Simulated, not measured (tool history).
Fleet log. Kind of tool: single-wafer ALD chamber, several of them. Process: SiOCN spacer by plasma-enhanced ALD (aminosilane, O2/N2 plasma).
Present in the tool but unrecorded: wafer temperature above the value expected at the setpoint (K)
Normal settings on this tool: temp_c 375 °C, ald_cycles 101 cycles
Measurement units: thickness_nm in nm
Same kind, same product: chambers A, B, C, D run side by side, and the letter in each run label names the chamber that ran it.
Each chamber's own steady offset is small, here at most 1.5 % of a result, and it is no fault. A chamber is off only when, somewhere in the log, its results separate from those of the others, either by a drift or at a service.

| run | hour | temp_c | ald_cycles | hours since the last thermocouple change | read-back reference wafer on the same gauge, thickness_nm | thickness_nm |
|---|---|---|---|---|---|---|
| 1D | 5.8 | 375 | 101 | 2020.4 | 6.779 | 6.1731 |
| 2C | 13 | 375 | 101 | 791.2 | 6.7786 | 6.0663 |
| 3A | 19.3 | 375 | 101 | 1101.8 | 6.7799 | 6.0749 |
| 4B | 24.2 | 375 | 101 | 2387 | 6.7802 | 6.0679 |
| 5A | 29.3 | 375 | 101 | 1111.8 | 6.775 | 6.1024 |
| 6D | 36.4 | 375 | 101 | 2051 | 6.7782 | 6.1875 |
| 7C | 41.7 | 375 | 101 | 819.9 | 6.7743 | 6.0595 |
| 8B | 47.9 | 375 | 101 | 2410.7 | 6.7726 | 6.0653 |
| 9C | 55.3 | 368 | 101 | 833.5 | 6.7738 | 6.0593 |
| 10D | 60.1 | 368 | 101 | 2074.7 | 6.7724 | 6.1756 |
| 11A | 65.9 | 368 | 101 | 1148.4 | 6.772 | 6.0841 |
| 12B | 71.8 | 368 | 101 | 2434.6 | 6.7712 | 6.0487 |
| 13D | 79.6 | 375 | 89 | 2094.2 | 6.7691 | 5.4415 |
| 14B | 85.9 | 375 | 89 | 2448.7 | 6.7678 | 5.3497 |
| 15C | 92.7 | 375 | 89 | 870.9 | 6.7682 | 5.3419 |
| 16A | 98.1 | 375 | 89 | 1180.6 | 6.766 | 5.3735 |
| 17A | 103.6 | 375 | 101 | 1186.1 | 6.768 | 6.0766 |
| 18D | 111.7 | 375 | 101 | 2126.3 | 6.7656 | 6.1771 |
| 19B | 116.2 | 375 | 101 | 2479 | 6.7645 | 6.0509 |
|  | 123.7 | chamber B: thermocouple changed; heater temperature recalibrated |
| 20C | 124.4 | 375 | 101 | 902.6 | 6.7642 | 6.0636 |
| 21D | 131.7 | 375 | 101 | 2146.3 | 6.7611 | 6.1735 |
| 22C | 135.9 | 375 | 101 | 914.1 | 6.7627 | 6.0534 |
| 23B | 142.8 | 375 | 101 | 19.2 | 6.763 | 6.0467 |
| 24A | 148.3 | 375 | 101 | 1230.8 | 6.7611 | 6.0694 |
| 25D | 155.6 | 375 | 101 | 2170.2 | 6.7625 | 6.172 |
| 26A | 162.3 | 375 | 101 | 1244.8 | 6.7598 | 6.0761 |
| 27B | 167.9 | 375 | 101 | 44.3 | 6.7583 | 6.0438 |
| 28C | 171.9 | 375 | 101 | 950.1 | 6.758 | 6.0492 |
| 29B | 181 | 368 | 101 | 57.4 | 6.7573 | 6.0451 |
| 30D | 185.3 | 368 | 101 | 2199.9 | 6.7572 | 6.1653 |
| 31C | 190.2 | 368 | 101 | 968.4 | 6.7557 | 6.048 |
| 32A | 194.9 | 368 | 101 | 1277.4 | 6.7556 | 6.0752 |
| 33D | 203.3 | 363 | 119 | 2217.9 | 6.7557 | 7.2718 |
| 34C | 211.9 | 363 | 119 | 990.1 | 6.7525 | 7.1237 |
| 35B | 219.1 | 363 | 119 | 95.5 | 6.7511 | 7.1144 |
| 36A | 227.7 | 363 | 119 | 1310.2 | 6.7502 | 7.143 |
| 37C | 236.6 | 375 | 101 | 1014.8 | 6.7488 | 6.043 |
| 38B | 241.7 | 375 | 101 | 118.1 | 6.7476 | 6.0447 |

The same settings go to every chamber for the next run, one line per chamber below. Forecast the results for each:
| 39A | 248.3 | 367 | 101 |  |  | ? |
| 39B | 248.3 | 367 | 101 |  |  | ? |
| 39C | 248.3 | 367 | 101 |  |  | ? |
| 39D | 248.3 | 367 | 101 |  |  | ? |

| run | thickness_nm |
|---|---|
| 39A | 6.0622 |
| 39B | 6.035 |
| 39C | 6.045 |
| 39D | 6.1618 |
